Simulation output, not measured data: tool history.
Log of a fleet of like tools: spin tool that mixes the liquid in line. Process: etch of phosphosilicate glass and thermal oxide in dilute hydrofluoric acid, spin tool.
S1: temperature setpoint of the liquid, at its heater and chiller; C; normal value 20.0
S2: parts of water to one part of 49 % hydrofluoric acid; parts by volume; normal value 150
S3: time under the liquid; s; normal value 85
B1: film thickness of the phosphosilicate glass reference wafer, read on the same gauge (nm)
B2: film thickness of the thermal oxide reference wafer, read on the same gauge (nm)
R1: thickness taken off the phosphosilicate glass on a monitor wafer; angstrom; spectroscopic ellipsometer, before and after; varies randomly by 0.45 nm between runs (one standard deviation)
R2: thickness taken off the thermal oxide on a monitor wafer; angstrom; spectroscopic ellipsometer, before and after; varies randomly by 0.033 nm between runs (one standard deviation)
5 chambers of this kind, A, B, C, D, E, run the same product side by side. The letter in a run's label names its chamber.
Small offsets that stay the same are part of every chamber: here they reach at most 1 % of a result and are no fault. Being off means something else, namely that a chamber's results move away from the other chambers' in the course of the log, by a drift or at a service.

run     day    S1   S2   S3      B1      B2      R1      R2
 1B   0.350  20.0  150   85  90.006  120.00  469.52  20.379
 2C   0.708  20.0  150   85  89.982  120.03  466.99  20.823
 3A   0.975  20.0  150   85  89.992  119.99  463.46  20.854
 4E   1.188  20.0  150   85  90.011  119.96  475.02  21.130
      1.388  -- chamber B: thermometer replaced
 5D   1.446  20.0  150   85  90.019  120.00  459.61  21.108
 6B   1.692  20.0  150   85  90.014  119.99  474.64  21.152
 7C   2.088  20.0  150   85  90.023  119.98  462.72  20.872
 8D   2.479  20.0  150   85  89.998  119.98  464.78  20.581
 9E   2.771  20.0  150   85  90.014  120.03  467.48  20.869
10A   2.958  23.5  150   85  90.008  120.00  533.91  24.628
11B   3.367  23.5  150   85  90.000  120.05  539.22  23.964
12E   3.579  23.5  150   85  89.999  120.01  541.10  23.903
13C   3.946  23.5  150   85  90.006  120.05  536.08  23.736
14D   4.350  23.5  150   85  89.989  120.03  537.65  23.967
15A   4.696  20.0  150   85  90.006  119.99  461.31  21.087
16D   5.054  20.0  150   85  89.998  119.99  469.28  21.036
      5.104  -- chamber C: hydrofluoric acid flow meter replaced
17C   5.371  20.0  150   85  90.004  120.01  461.39  21.433
18A   5.650  20.0  150   85  89.995  120.00  466.97  21.840
19E   5.850  20.0  150   85  89.982  119.99  482.01  21.811
20B   6.250  20.0  150   85  89.996  120.00  468.69  20.934
21D   6.604  17.0  170   85  90.029  120.02  362.03  16.225
22A   6.950  17.0  170   85  89.990  119.98  364.25  16.469
23B   7.329  17.0  170   85  89.984  119.99  358.20  16.074
24C   7.554  17.0  170   85  89.982  119.99  352.80  15.982
25E   7.979  17.0  170   85  89.985  119.97  380.34  16.575
26A   8.342  20.0  150   85  89.990  119.99  468.75  21.327
27C   8.696  20.0  150   85  89.998  119.98  453.71  21.443
28B   9.096  20.0  150  115  89.984  119.95  641.75  27.882
29E   9.296  20.0  150  115  90.006  120.02  663.17  29.490
30D   9.650  20.0  150  115  89.977  120.00  622.56  28.229
31B  10.033  20.0  150  115  90.028  120.00  634.64  27.916
32C  10.371  20.0  150  115  89.984  119.98  625.26  27.754
33D  10.575  20.0  150   85  89.976  120.02  458.02  20.674
34E  10.871  20.0  150   85  90.013  119.98  502.27  22.595
35A  11.179  20.0  150   85  89.994  120.00  467.41  20.975
36D  11.446  20.0  150   85  90.005  119.98  463.21  21.327
37A  11.850  20.0  150   85  90.016  119.99  469.53  21.581
38C  12.138  20.0  150   85  90.008  120.03  457.25  21.464
39E  12.454  20.0  150   85  89.998  120.01  498.88  22.801
40B  12.700  24.5  105   85  89.997  120.03  850.49  37.454
41E  12.983  24.5  105   85  89.992  120.00  908.78  40.773
42B  13.179  24.5  105   85  90.019  119.95  853.55  38.354
43C  13.529  24.5  105   85  90.020  119.97  815.50  37.447

Which is it: a chamber that has drifted or been left off by a service, a gauge drift common to all chambers, or only each chamber's usual small offset? If a chamber is off, name it and its likeliest cause.

Little by little, chamber E moves away from the other chambers.
Cause: hydrofluoric acid flow above the setpoint (%) = 7.81.
The log may not tell that from: liquid hotter than its thermometer reads (K).

Which of the 4 candidates below, each the usual settings with something changed and its results left as question marks, puts chamber E back in line with what the other chambers give on the usual settings?
Maximum distance from the other chambers' mean on the usual settings for a result to count as in line: R1 16.00 angstrom; R2 1.200 angstrom
44E-1  13.838  20.0  155  85           ?   ?
44E-2  13.838  20.0  145  90           ?   ?
44E-3  13.838  20.0  155  80           ?   ?
44E-4  13.838  20.0  145  85           ?   ?

Usual-settings mean across the other chambers: R1 465.89 angstrom; R2 21.015 angstrom
  run      R1      R2
44E-1  496.84  21.850
44E-2  567.39  24.952
44E-3  467.61  20.564
44E-4  535.87  23.566
The answer is 44E-3, which returns the chamber to within the allowed miss of the others.
